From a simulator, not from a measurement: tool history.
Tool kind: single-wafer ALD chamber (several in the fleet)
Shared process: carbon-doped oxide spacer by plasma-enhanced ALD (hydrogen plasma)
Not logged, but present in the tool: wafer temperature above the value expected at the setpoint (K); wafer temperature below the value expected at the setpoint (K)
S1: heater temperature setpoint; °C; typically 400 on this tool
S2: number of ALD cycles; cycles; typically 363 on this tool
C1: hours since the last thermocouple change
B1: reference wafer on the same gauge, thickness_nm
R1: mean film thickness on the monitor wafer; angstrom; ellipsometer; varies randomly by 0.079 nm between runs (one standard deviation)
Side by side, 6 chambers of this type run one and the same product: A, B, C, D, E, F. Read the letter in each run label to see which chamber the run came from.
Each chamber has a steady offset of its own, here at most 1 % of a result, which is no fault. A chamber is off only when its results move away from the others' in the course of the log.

run   hour   S1   S2      C1      B1      R1
 1C    5.8  400  363  1295.6  16.903  180.59
 2B   13.2  400  363      98  16.891   181.8
 3A   21.1  400  363   984.2  16.902  182.32
 4E     28  400  363    42.9   16.89  180.65
 5F   33.7  400  363   640.4    16.9  179.28
 6D   38.4  400  363   603.1  16.893  181.42
 7A   45.9  400  363    1009  16.899  183.05
 8B     51  400  363   135.8  16.904  181.06
 9E   55.5  400  363    70.4    16.9  182.05
10F     61  400  363   667.7  16.905  180.74
11D   70.1  393  292   634.8  16.897  145.68
12C   74.3  393  292  1364.1  16.897  146.18
13E   81.5  393  292    96.4  16.889  146.93
14C   85.8  393  292  1375.6  16.906  146.44
15F   92.5  393  292   699.2   16.88  145.24
      95.5  -- chamber A: thermocouple changed; heater temperature recalibrated
16B     99  393  292   183.8  16.905   145.5
17D    106  400  363   670.7  16.924  181.37
18A  114.3  392  319    18.8  16.901  160.15
19F  120.1  392  319   726.8  16.895  157.66
20A  124.1  392  319    28.6  16.901     159
21D  131.5  392  319   696.2  16.889  157.96
22C  135.5  392  319  1425.3  16.883  160.13
23B    142  392  319   226.8  16.892  159.74
24E    147  400  363   161.9  16.907  182.32
25C  151.5  410  387  1441.3  16.904  188.26
26E  159.7  410  387   174.6  16.906  187.67
27B  168.5  410  387   253.3  16.924   188.1
28D    176  410  387   740.7  16.892  187.13
29A  182.2  410  387    86.7  16.914  188.12
30F    189  410  387   795.7  16.894  185.94
31D  193.2  400  363   757.9  16.896  179.75
32E  198.7  400  363   213.6  16.897  182.35
33C  206.3  400  363  1496.1  16.893  180.91
34B  212.1  400  363   296.9    16.9  181.37
35A  216.9  400  363   121.4  16.893  183.73
36F  221.7  400  363   828.4  16.918  178.91
37E  227.7  400  363   242.6  16.915  182.51
38B  232.9  411  430   317.7  16.906  207.65
39D  237.9  411  430   802.6  16.905  206.01

The same settings go to every chamber for the next run, one line per chamber below. Forecast the results for each:
40A  244.5  400  332           ?
40B  244.5  400  332           ?
40C  244.5  400  332           ?
40D  244.5  400  332           ?
40E  244.5  400  332           ?
40F  244.5  400  332           ?

run      R1
40A  165.33
40B  166.34
40C  166.96
40D  164.11
40E  167.25
40F  164.24
